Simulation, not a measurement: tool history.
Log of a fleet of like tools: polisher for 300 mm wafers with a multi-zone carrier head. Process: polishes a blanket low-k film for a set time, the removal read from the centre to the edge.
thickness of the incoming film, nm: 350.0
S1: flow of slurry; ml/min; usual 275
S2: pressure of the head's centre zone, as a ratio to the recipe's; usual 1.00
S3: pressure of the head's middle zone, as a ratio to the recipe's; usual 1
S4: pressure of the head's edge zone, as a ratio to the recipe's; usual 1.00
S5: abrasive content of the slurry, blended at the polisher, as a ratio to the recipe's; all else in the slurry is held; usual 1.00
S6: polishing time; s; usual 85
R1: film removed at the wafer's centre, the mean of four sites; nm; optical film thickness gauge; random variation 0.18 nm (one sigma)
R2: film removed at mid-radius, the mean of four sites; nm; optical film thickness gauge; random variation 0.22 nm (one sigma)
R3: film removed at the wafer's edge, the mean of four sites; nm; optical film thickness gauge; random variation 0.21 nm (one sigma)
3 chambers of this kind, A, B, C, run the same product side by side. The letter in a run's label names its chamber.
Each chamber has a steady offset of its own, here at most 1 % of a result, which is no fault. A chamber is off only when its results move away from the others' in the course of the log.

run    day   S1    S2  S3    S4    S5  S6      R1      R2      R3
 1B  0.233  275  1.00   1  1.00  1.00  85  17.305  17.561  17.716
 2C  0.358  275  1.00   1  1.00  1.00  85  17.485  17.672  17.712
 3A  0.554  275  1.00   1  1.00  1.00  85  17.957  17.856  17.351
 4C  0.729  275  1.00   1  1.00  1.00  85  17.469  17.478  17.583
 5A  0.967  275  0.89   1  1.00  1.00  85  15.513  17.538  17.674
 6B  1.079  275  0.89   1  1.00  1.00  85  15.512  17.235  17.510
 7A  1.204  275  0.89   1  1.00  1.00  85  15.547  17.892  17.622
 8B  1.392  275  1.00   1  1.00  1.15  85  18.848  18.592  18.767
 9C  1.604  275  1.00   1  1.00  1.15  85  18.671  19.131  18.595
     1.667  -- chamber B: worn pad replaced by a new one
10C  1.746  275  1.00   1  1.00  1.15  85  18.855  19.000  18.990
11A  1.992  275  1.00   1  1.00  1.00  85  17.662  17.392  17.181
12B  2.108  275  1.00   1  1.00  1.00  85  17.582  17.551  17.429
     2.138  -- chamber C: worn pad replaced by a new one
13B  2.325  275  1.00   1  1.00  1.00  85  17.424  17.752  17.685
14A  2.517  275  1.00   1  1.00  1.00  85  17.773  17.430  17.406
15C  2.725  275  1.00   1  1.00  1.00  85  17.820  17.740  17.679
16B  2.975  275  1.00   1  1.00  1.00  85  17.579  18.133  17.294
     3.067  -- chamber A: worn pad replaced by a new one
17A  3.200  275  1.00   1  1.00  1.00  85  17.337  17.522  17.827
18C  3.412  275  1.00   1  1.00  1.00  85  17.285  17.637  17.619
19B  3.588  275  1.00   1  1.00  1.00  85  17.521  17.763  17.296
20C  3.754  275  1.00   1  1.00  1.00  85  17.720  17.882  17.534
     3.758  -- chamber B: slurry nozzle cleaned
21A  3.975  275  1.00   1  1.00  1.00  85  17.469  17.694  17.217
22B  4.212  275  1.00   1  1.00  1.00  85  17.561  17.716  17.759
23C  4.383  275  1.00   1  1.00  1.00  85  17.467  17.708  17.790
     4.408  -- chamber A: slurry nozzle cleaned
24A  4.550  275  1.00   1  1.00  1.00  85  17.942  18.168  17.170
25A  4.712  275  1.00   1  1.00  1.00  85  17.482  17.874  17.884
26C  4.900  275  1.00   1  1.00  1.00  85  17.297  17.981  18.105
27B  5.129  275  1.00   1  1.00  1.00  85  17.555  18.150  17.336
     5.175  -- chamber C: worn pad replaced by a new one
28B  5.279  275  1.00   1  1.04  1.00  70  14.328  14.556  14.865
     5.292  -- chamber B: worn pad replaced by a new one
29C  5.512  275  1.00   1  1.04  1.00  70  14.424  14.805  14.831
30A  5.654  275  1.00   1  1.04  1.00  70  14.496  15.031  14.567
31B  5.792  275  1.00   1  0.96  1.00  85  17.562  17.430  17.277
32A  5.921  275  1.00   1  0.96  1.00  85  17.526  17.486  17.385
33C  6.058  275  1.00   1  0.96  1.00  85  17.668  17.449  17.477
34A  6.292  275  1.00   1  1.00  1.00  85  17.541  17.610  17.635
35B  6.488  275  1.00   1  1.00  1.00  85  17.735  18.100  17.922
36C  6.617  275  1.00   1  1.00  1.00  85  17.628  17.694  17.738
37C  6.792  275  1.00   1  1.00  1.25  60  13.784  13.819  14.025
38A  6.996  275  1.00   1  1.00  1.25  60  13.519  13.697  13.308
39B  7.104  275  1.00   1  1.00  1.25  60  13.904  13.963  13.609
40B  7.279  275  1.00   1  1.00  1.00  85  17.362  17.491  17.545

What goes on in this fleet: one chamber off, a drifting gauge, or nothing beyond the chambers' own small offsets? Name the chamber and the cause, if any.

No chamber stands off beyond its own small offset, and the gauge holds steady.
